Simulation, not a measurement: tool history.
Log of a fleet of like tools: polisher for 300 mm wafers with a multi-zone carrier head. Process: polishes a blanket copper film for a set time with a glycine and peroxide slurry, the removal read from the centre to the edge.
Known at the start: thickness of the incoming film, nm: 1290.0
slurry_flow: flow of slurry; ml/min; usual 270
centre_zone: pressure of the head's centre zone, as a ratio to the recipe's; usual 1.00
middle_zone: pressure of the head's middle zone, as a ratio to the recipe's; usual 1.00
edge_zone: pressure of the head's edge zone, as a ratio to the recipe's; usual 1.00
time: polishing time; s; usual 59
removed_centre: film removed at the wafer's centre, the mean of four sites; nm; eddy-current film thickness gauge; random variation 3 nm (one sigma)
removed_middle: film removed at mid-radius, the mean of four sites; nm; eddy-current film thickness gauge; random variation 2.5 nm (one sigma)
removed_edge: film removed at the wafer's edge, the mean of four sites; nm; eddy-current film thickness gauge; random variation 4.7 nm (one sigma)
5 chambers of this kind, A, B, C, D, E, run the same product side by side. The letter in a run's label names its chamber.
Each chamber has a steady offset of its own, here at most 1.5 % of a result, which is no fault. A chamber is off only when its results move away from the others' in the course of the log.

run	day	slurry_flow	centre_zone	middle_zone	edge_zone	time	wafers polished on this pad	hours since the slurry nozzle was cleaned	hours since the centre zone pressure was calibrated	hours since the edge zone pressure was calibrated	removed_centre	removed_middle	removed_edge
1D	0.283	270	1.00	1.00	1.00	59	281	172.2	683.4	637.7	387.32	381.29	378.03
# day 0.300: chamber E: worn pad replaced by a new one
2A	0.546	270	1.00	1.00	1.00	59	680	163.9	469.3	577.8	382.49	384.13	385.50
# day 0.896: chamber A: worn pad replaced by a new one
3E	0.975	270	1.00	1.00	1.00	59	202	33.9	334.6	516.1	384.50	387.33	387.78
4B	1.396	270	1.00	1.00	1.00	59	446	62.0	1014.9	411.1	390.16	385.07	386.71
5C	1.683	270	1.00	1.00	1.00	59	974	509.7	335.8	746.6	388.05	380.86	379.78
# day 2.079: chamber D: worn pad replaced by a new one
6C	2.125	210	1.00	0.94	1.00	59	1106	520.3	346.4	757.2	377.22	345.77	379.22
# day 2.325: chamber D: slurry nozzle cleaned
# day 2.612: chamber B: worn pad replaced by a new one
7E	2.667	210	1.00	0.94	1.00	59	706	74.5	375.2	556.7	371.75	353.97	370.20
8B	3.083	210	1.00	0.94	1.00	59	140	102.5	1055.4	451.6	369.03	350.54	367.31
9A	3.388	210	1.00	0.94	1.00	59	742	232.1	537.5	646.0	374.18	353.37	378.96
10D	3.775	210	1.00	0.94	1.00	59	505	34.8	767.2	721.5	373.48	352.47	380.80
# day 3.808: chamber A: worn pad replaced by a new one
11C	4.225	270	1.00	1.00	1.00	59	1732	570.7	396.8	807.6	386.15	379.26	387.19
12B	4.725	270	1.00	0.91	1.04	59	629	141.9	1094.8	491.0	388.77	354.09	392.78
# day 4.992: chamber D: worn pad replaced by a new one
# day 5.033: chamber E: worn pad replaced by a new one
13D	5.225	270	1.00	0.91	1.04	59	70	69.6	802.0	756.3	387.52	353.70	386.38
# day 5.429: chamber B: worn pad replaced by a new one
14A	5.588	270	1.00	0.91	1.04	59	530	284.9	590.3	698.8	383.84	351.48	394.60
# day 5.612: chamber A: centre zone pressure recalibrated
15E	6.038	270	1.00	0.91	1.04	59	299	155.4	456.1	637.6	386.20	354.28	396.70
16E	6.550	270	1.00	0.91	1.04	59	452	167.7	468.4	649.9	386.59	354.57	390.47
# day 6.588: chamber A: worn pad replaced by a new one
17B	6.946	270	1.00	1.00	1.00	59	452	195.2	1148.1	544.3	387.15	386.02	374.89
18A	7.300	270	1.00	1.00	1.00	59	212	326.0	40.5	739.9	390.43	385.27	385.41
# day 7.308: chamber D: worn pad replaced by a new one
19D	7.667	270	1.00	1.00	1.00	59	107	128.2	860.6	814.9	392.10	384.26	379.86
20C	7.967	270	1.11	1.04	1.00	59	2847	660.5	486.6	897.4	418.14	379.80	366.54
# day 8.133: chamber B: worn pad replaced by a new one
21E	8.317	270	1.11	1.04	1.00	59	978	210.1	510.8	692.3	430.14	404.45	391.50
22C	8.775	270	1.11	1.04	1.00	59	3087	679.9	506.0	916.8	410.08	380.01	361.41
# day 9.117: chamber E: worn pad replaced by a new one
23D	9.292	270	1.11	1.04	1.00	59	591	167.2	899.6	853.9	435.82	394.62	385.06
# day 9.317: chamber A: worn pad replaced by a new one
24B	9.846	270	1.11	1.04	1.00	59	510	264.8	1217.7	613.9	427.82	401.98	380.26
# day 10.071: chamber D: worn pad replaced by a new one
25A	10.325	270	1.00	1.00	1.00	59	300	398.6	113.1	812.5	384.00	385.67	386.73
# day 10.750: chamber E: edge zone pressure recalibrated
26A	10.796	270	1.00	1.00	1.05	59	441	409.9	124.4	823.8	392.56	384.50	393.75
# day 10.967: chamber B: worn pad replaced by a new one
27E	11.112	270	1.00	1.00	1.05	59	595	277.2	577.9	8.7	386.36	393.68	396.98
28D	11.512	270	1.00	1.00	1.05	59	430	220.5	952.9	907.2	386.96	383.08	389.23
# day 11.658: chamber C: centre zone pressure recalibrated
29B	11.783	270	1.00	1.00	1.05	59	243	311.3	1264.2	660.4	382.63	383.72	398.05
# day 12.308: chamber C: slurry nozzle cleaned
30C	12.350	270	1.00	1.00	1.05	59	4153	1.1	16.6	1002.6	356.05	346.29	348.27
31E	12.662	270	1.00	1.00	1.00	59	1057	314.4	615.1	45.9	387.93	387.27	383.92

What goes on in this fleet: one chamber off, a drifting gauge, or nothing beyond the chambers' own small offsets? Name the chamber and the cause, if any.

Chamber C drifts away from the others.
Cause: removal rate lost through wear of the pad, % = 9.93.

Here are 4 candidates for chamber C's next run, each the usual settings with a change, their results left as question marks. Which one brings its results back in line with what the others give on the usual settings?
In line means no further than this from the other chambers' mean on the usual settings: removed_centre 10.00 nm; removed_middle 8.70 nm; removed_edge 16.00 nm
32C-1	13.079	275	0.99	1.02	1.01	69					?	?	?
32C-2	13.079	270	0.99	1.01	1.00	65					?	?	?
32C-3	13.079	270	1.01	0.99	1.00	53					?	?	?
32C-4	13.079	265	1.02	0.98	1.00	50					?	?	?

The other chambers' mean on the usual settings: removed_centre 386.21 nm; removed_middle 385.66 nm; removed_edge 383.86 nm
run	removed_centre	removed_middle	removed_edge
32C-1	410.98	412.28	406.96
32C-2	386.30	384.19	380.84
32C-3	321.95	307.60	310.62
32C-4	306.33	286.94	292.64
32C-2 brings the chamber back in line.
